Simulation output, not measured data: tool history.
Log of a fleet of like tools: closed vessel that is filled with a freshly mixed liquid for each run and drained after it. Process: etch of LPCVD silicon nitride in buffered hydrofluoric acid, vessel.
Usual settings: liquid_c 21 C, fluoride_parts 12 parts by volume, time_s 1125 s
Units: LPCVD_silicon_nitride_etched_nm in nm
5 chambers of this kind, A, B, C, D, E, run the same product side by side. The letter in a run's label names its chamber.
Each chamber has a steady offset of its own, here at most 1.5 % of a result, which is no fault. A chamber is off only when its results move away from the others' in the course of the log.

| run | day | liquid_c | fluoride_parts | time_s | read-back film thickness of the LPCVD silicon nitride reference wafer, read on the same gauge (nm) | LPCVD_silicon_nitride_etched_nm |
|---|---|---|---|---|---|---|
| 1C | 0.575 | 21 | 12 | 1125 | 89.983 | 11.709 |
| 2D | 1.212 | 21 | 12 | 1125 | 90.004 | 11.573 |
|  | 1.254 | chamber D: thermometer replaced |
| 3A | 1.683 | 21 | 12 | 1125 | 89.996 | 11.571 |
|  | 1.971 | chamber B: hydrofluoric acid flow meter replaced |
| 4E | 2.242 | 21 | 12 | 1125 | 90.003 | 11.31 |
| 5B | 2.679 | 21 | 12 | 1125 | 89.999 | 11.793 |
| 6D | 3.217 | 21 | 12 | 625 | 90.001 | 6.4042 |
| 7A | 3.733 | 21 | 12 | 625 | 90.014 | 6.5214 |
| 8B | 4.312 | 21 | 12 | 625 | 89.992 | 6.4017 |
| 9E | 4.642 | 21 | 12 | 625 | 90.009 | 6.3378 |
| 10C | 5.108 | 21 | 12 | 625 | 90.018 | 6.4001 |
| 11C | 5.621 | 21 | 12 | 1125 | 89.994 | 11.625 |
| 12B | 5.917 | 21 | 12 | 1125 | 90.008 | 11.758 |
| 13A | 6.496 | 21 | 12 | 1125 | 89.995 | 11.577 |
| 14E | 6.779 | 21 | 12 | 1125 | 90.025 | 11.461 |
| 15D | 7.075 | 23 | 12 | 1125 | 90.003 | 12.758 |
| 16C | 7.55 | 23 | 12 | 1125 | 90.013 | 12.82 |
| 17E | 7.917 | 23 | 12 | 1125 | 90.005 | 12.707 |
| 18B | 8.246 | 23 | 12 | 1125 | 90.011 | 13.158 |
| 19D | 8.629 | 23 | 12 | 1125 | 89.99 | 12.576 |
| 20A | 9.038 | 25 | 12 | 470 | 90.009 | 6.0557 |
| 21D | 9.562 | 25 | 12 | 470 | 89.991 | 5.8729 |
| 22C | 10.062 | 25 | 12 | 470 | 89.972 | 5.9933 |
| 23A | 10.388 | 25 | 12 | 470 | 90.007 | 6.1109 |
| 24B | 10.821 | 25 | 12 | 470 | 90.006 | 6.132 |
|  | 10.992 | chamber C: hydrofluoric acid flow meter replaced |
| 25E | 11.4 | 21 | 12 | 1125 | 89.987 | 11.356 |
| 26B | 11.908 | 21 | 12 | 1125 | 89.985 | 11.806 |
| 27C | 12.417 | 21 | 8.5 | 1715 | 89.992 | 24.275 |
| 28D | 12.808 | 21 | 8.5 | 1715 | 89.986 | 23.401 |
| 29A | 13.404 | 21 | 8.5 | 1715 | 89.985 | 24 |
| 30E | 13.692 | 21 | 8.5 | 1715 | 89.992 | 23.372 |
| 31C | 14.192 | 21 | 8.5 | 1715 | 90.003 | 24.298 |
| 32B | 14.829 | 21 | 12 | 1125 | 89.968 | 11.624 |
| 33A | 15.112 | 21 | 12 | 1125 | 90.01 | 11.669 |
| 34E | 15.558 | 21 | 12 | 1125 | 89.979 | 11.399 |
| 35D | 15.892 | 21 | 12 | 1125 | 90.009 | 11.096 |
|  | 15.938 | chamber E: hydrofluoric acid flow meter replaced |
| 36B | 16.317 | 21 | 12 | 1125 | 89.993 | 11.82 |
| 37C | 16.612 | 24 | 12 | 1340 | 89.996 | 16.368 |
|  | 16.638 | chamber E: thermometer replaced |
| 38D | 17.017 | 24 | 12 | 1340 | 90.016 | 15.662 |
| 39E | 17.346 | 24 | 12 | 1340 | 89.995 | 16.047 |
| 40A | 17.692 | 24 | 12 | 1340 | 89.991 | 16.296 |
| 41B | 18.038 | 24 | 12 | 1340 | 90.004 | 16.499 |

Next, every chamber runs the same settings. What will each give?
| 42A | 18.5 | 21 | 12 | 1650 |  | ? |
| 42B | 18.5 | 21 | 12 | 1650 |  | ? |
| 42C | 18.5 | 21 | 12 | 1650 |  | ? |
| 42D | 18.5 | 21 | 12 | 1650 |  | ? |
| 42E | 18.5 | 21 | 12 | 1650 |  | ? |

| run | LPCVD_silicon_nitride_etched_nm |
|---|---|
| 42A | 17.035 |
| 42B | 17.245 |
| 42C | 17.404 |
| 42D | 16.221 |
| 42E | 16.964 |

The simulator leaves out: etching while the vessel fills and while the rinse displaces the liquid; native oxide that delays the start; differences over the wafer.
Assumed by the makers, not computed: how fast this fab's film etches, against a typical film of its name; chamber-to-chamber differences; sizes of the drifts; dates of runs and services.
